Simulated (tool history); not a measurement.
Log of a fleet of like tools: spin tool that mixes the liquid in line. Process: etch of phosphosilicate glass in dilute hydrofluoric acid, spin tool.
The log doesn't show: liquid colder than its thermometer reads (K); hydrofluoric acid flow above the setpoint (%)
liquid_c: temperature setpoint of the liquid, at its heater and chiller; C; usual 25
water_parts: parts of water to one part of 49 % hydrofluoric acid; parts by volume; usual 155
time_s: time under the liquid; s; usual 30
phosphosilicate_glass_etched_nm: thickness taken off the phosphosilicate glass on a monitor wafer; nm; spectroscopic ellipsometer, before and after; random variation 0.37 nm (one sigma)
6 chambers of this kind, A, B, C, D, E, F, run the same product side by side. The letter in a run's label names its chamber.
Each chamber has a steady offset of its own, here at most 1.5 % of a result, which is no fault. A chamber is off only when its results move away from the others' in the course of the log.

run   hour  liquid_c  water_parts  time_s  hours since the thermometer was replaced  hours since the hydrofluoric acid flow meter was replaced  read-back film thickness of the phosphosilicate glass reference wafer, read on the same gauge (nm)  phosphosilicate_glass_etched_nm
 1B    4.8        25          155      30                                     154.2                                                      835.9                                                                                              89.992                           38.702
       8.9  -- chamber D: thermometer replaced
 2D    9.0        25          155      30                                       0.2                                                      893.5                                                                                              89.994                           37.139
 3C   14.4        25          155      30                                      86.1                                                      773.6                                                                                              90.021                           37.404
 4E   18.2        25          155      30                                     127.1                                                      848.1                                                                                              90.000                           38.431
 5A   21.3        25          155      30                                     768.5                                                      339.9                                                                                              90.000                           37.119
 6F   26.9        25          155      30                                    1696.6                                                      368.3                                                                                              89.999                           37.498
 7F   32.1        25          155      30                                    1701.8                                                      373.5                                                                                              89.991                           39.303
 8E   35.6        25          155      30                                     144.5                                                      865.5                                                                                              90.010                           38.029
 9A   40.5        25          155      30                                     787.7                                                      359.1                                                                                              90.001                           37.449
10D   44.6        25          155      30                                      35.8                                                      929.1                                                                                              90.018                           37.993
11B   48.7        25          155      30                                     198.1                                                      879.8                                                                                              89.993                           37.892
12C   52.8        25          155      30                                     124.5                                                      812.0                                                                                              89.996                           37.514
13D   57.3        25          155      30                                      48.5                                                      941.8                                                                                              90.011                           37.255
14C   61.6        25          155      30                                     133.3                                                      820.8                                                                                              89.989                           37.397
15F   64.4        25          155      30                                    1734.1                                                      405.8                                                                                              89.992                           38.922
16E   67.7        25          155      30                                     176.6                                                      897.6                                                                                              90.009                           37.206
17A   73.1        25          155      30                                     820.3                                                      391.7                                                                                              89.999                           38.116
18B   76.5        25          155      40                                     225.9                                                      907.6                                                                                              90.015                           49.886
19F   79.6        25          155      40                                    1749.3                                                      421.0                                                                                              90.003                           53.542
20B   84.0        25          155      40                                     233.4                                                      915.1                                                                                              90.007                           50.340
21E   87.1        25          155      40                                     196.0                                                      917.0                                                                                              90.021                           49.394
22C   90.7        25          155      40                                     162.4                                                      849.9                                                                                              90.001                           49.296
23A   95.6        25          155      40                                     842.8                                                      414.2                                                                                              90.011                           50.679
24D   99.2        25          155      30                                      90.4                                                      983.7                                                                                              89.978                           38.327
25E  102.6        28          155      20                                     211.5                                                      932.5                                                                                              90.012                           28.441
26B  107.3        28          155      20                                     256.7                                                      938.4                                                                                              89.988                           28.184
27F  111.1        28          155      20                                    1780.8                                                      452.5                                                                                              90.005                           30.351
28D  115.9        28          155      20                                     107.1                                                     1000.4                                                                                              90.013                           28.570
29A  118.4        28          155      20                                     865.6                                                      437.0                                                                                              90.008                           27.705
30C  121.7        28          155      20                                     193.4                                                      880.9                                                                                              90.001                           28.396
31A  126.4        25          155      30                                     873.6                                                      445.0                                                                                              89.995                           37.265
32D  131.1        25          155      30                                     122.3                                                     1015.6                                                                                              90.001                           38.536
33E  134.1        25          155      30                                     243.0                                                      964.0                                                                                              90.004                           37.499
34B  137.2        25          125      30                                     286.6                                                      968.3                                                                                              89.994                           48.632
35F  142.3        25          125      30                                    1812.0                                                      483.7                                                                                              89.982                           54.233
36C  146.2        25          125      30                                     217.9                                                      905.4                                                                                              89.990                           48.624
37A  150.1        25          125      30                                     897.3                                                      468.7                                                                                              90.013                           48.268
38E  153.0        25          125      30                                     261.9                                                      982.9                                                                                              90.004                           49.274
39F  156.1        25          125      30                                    1825.8                                                      497.5                                                                                              90.013                           54.452
40B  161.6        25          155      30                                     311.0                                                      992.7                                                                                              89.997                           37.469
41D  166.9        25          155      30                                     158.1                                                     1051.4                                                                                              90.011                           38.072
42C  169.6        25          155      30                                     241.3                                                      928.8                                                                                              90.000                           38.311

What goes on in this fleet: one chamber off, a drifting gauge, or nothing beyond the chambers' own small offsets? Name the chamber and the cause, if any.

Chamber F drifts away from the others.
Cause: hydrofluoric acid flow above the setpoint (%) = 10.
The log may not tell that from: liquid hotter than its thermometer reads (K).

Here are 4 candidates for chamber F's next run, each the usual settings with a change, their results left as question marks. Which one brings its results back in line with what the others give on the usual settings?
In line means no further than this from the other chambers' mean on the usual settings: phosphosilicate_glass_etched_nm 1.300 nm
43F-1  173.6      30.5          155      30                                                                                                                                                                                                                                         ?
43F-2  173.6      24.5          180      30                                                                                                                                                                                                                                         ?
43F-3  173.6      25.0          170      30                                                                                                                                                                                                                                         ?
43F-4  173.6      28.0          155      30                                                                                                                                                                                                                                         ?

The other chambers' mean on the usual settings: phosphosilicate_glass_etched_nm 37.726 nm
  run  phosphosilicate_glass_etched_nm
43F-1                           51.726
43F-2                           34.750
43F-3                           37.904
43F-4                           47.274
43F-3 brings the chamber back in line.
